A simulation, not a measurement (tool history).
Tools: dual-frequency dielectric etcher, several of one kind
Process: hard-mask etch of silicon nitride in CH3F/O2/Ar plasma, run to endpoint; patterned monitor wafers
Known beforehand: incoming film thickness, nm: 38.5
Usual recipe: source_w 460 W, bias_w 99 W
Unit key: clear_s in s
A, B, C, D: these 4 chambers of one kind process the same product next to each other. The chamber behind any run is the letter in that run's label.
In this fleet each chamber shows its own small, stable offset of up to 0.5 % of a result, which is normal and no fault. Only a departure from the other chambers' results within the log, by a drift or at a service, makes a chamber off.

run   hour  source_w  bias_w  hours since the last wet clean  hours since the last source power generator calibration  hours since the last bias power generator calibration  clear_s
 1D    8.1       460      99                           126.9                                                   1018.7                                                 2599.4   48.007
 2A   18.7       460      99                           161.2                                                   1564.1                                                 3994.3   47.034
      22.8  -- chamber C: wet clean of the chamber
 3B   27.3       460      99                           207.4                                                   3925.7                                                 3362.8   46.842
 4C   38.1       460      99                            15.4                                                   1548.4                                                 1400.1   46.859
 5D   44.0       460      80                           162.8                                                   1054.6                                                 2635.3   51.178
 6B   51.2       460      80                           231.3                                                   3949.6                                                 3386.7   50.670
 7A   60.2       460      80                           202.7                                                   1605.6                                                 4035.8   51.327
 8C   68.5       460      80                            45.8                                                   1578.8                                                 1430.5   50.387
 9B   76.8       460      99                           256.9                                                   3975.2                                                 3412.3   46.972
10A   86.5       460      99                           229.0                                                   1631.9                                                 4062.1   46.766
11D   94.2       360      78                           213.0                                                   1104.8                                                 2685.5   56.599
12C  104.7       360      78                            82.0                                                   1615.0                                                 1466.7   56.229
     111.3  -- chamber B: bias power generator calibrated
13C  115.8       360      78                            93.1                                                   1626.1                                                 1477.8   55.724
14B  121.4       360      78                           301.5                                                   4019.8                                                   10.2   56.464
15A  128.7       380     118                           271.2                                                   1674.1                                                 4104.3   47.523
16D  138.4       380     118                           257.2                                                   1149.0                                                 2729.7   47.931
17C  147.0       380     118                           124.3                                                   1657.3                                                 1509.0   47.253
18A  155.2       380     118                           297.7                                                   1700.6                                                 4130.8   46.912
     162.4  -- chamber B: wet clean of the chamber
19B  162.7       460      99                             0.4                                                   4061.1                                                   51.5   47.670
20D  172.4       460      99                           291.2                                                   1183.0                                                 2763.7   46.674
21B  180.5       460      80                            18.2                                                   4078.9                                                   69.3   51.422
22D  188.4       460      80                           307.2                                                   1199.0                                                 2779.7   51.407
23A  196.6       460      80                           339.1                                                   1742.0                                                 4172.2   50.104
24C  207.0       460      80                           184.3                                                   1717.3                                                 1569.0   50.380
25D  218.0       460      99                           336.8                                                   1228.6                                                 2809.3   47.500
26C  225.5       460      99                           202.8                                                   1735.8                                                 1587.5   47.174
27B  236.0       460      99                            73.7                                                   4134.4                                                  124.8   46.943
28A  243.5       460      99                           386.0                                                   1788.9                                                 4219.1   47.094
29C  248.8       460      99                           226.1                                                   1759.1                                                 1610.8   47.283
30A  254.7       460      99                           397.2                                                   1800.1                                                 4230.3   47.175
31D  265.5       460      99                           384.3                                                   1276.1                                                 2856.8   47.888
32B  271.2       460      99                           108.9                                                   4169.6                                                  160.0   47.340
33B  283.1       460      99                           120.8                                                   4181.5                                                  171.9   46.954
34A  289.6       460      99                           432.1                                                   1835.0                                                 4265.2   47.469
35C  296.6       460      99                           273.9                                                   1806.9                                                 1658.6   46.801
36D  305.4       460      99                           424.2                                                   1316.0                                                 2896.7   46.954
37A  316.5       460      99                           459.0                                                   1861.9                                                 4292.1   47.158
38C  322.1       460      99                           299.4                                                   1832.4                                                 1684.1   47.087
39B  327.5       540      99                           165.2                                                   4225.9                                                  216.3   44.782

Next, all 4 chambers run the settings below, one line each with question marks for the results. What does each chamber give?
40A  336.1       460     115                                                                                                                                                        ?
40B  336.1       460     115                                                                                                                                                        ?
40C  336.1       460     115                                                                                                                                                        ?
40D  336.1       460     115                                                                                                                                                        ?

run  clear_s
40A   44.469
40B   44.425
40C   43.876
40D   45.189
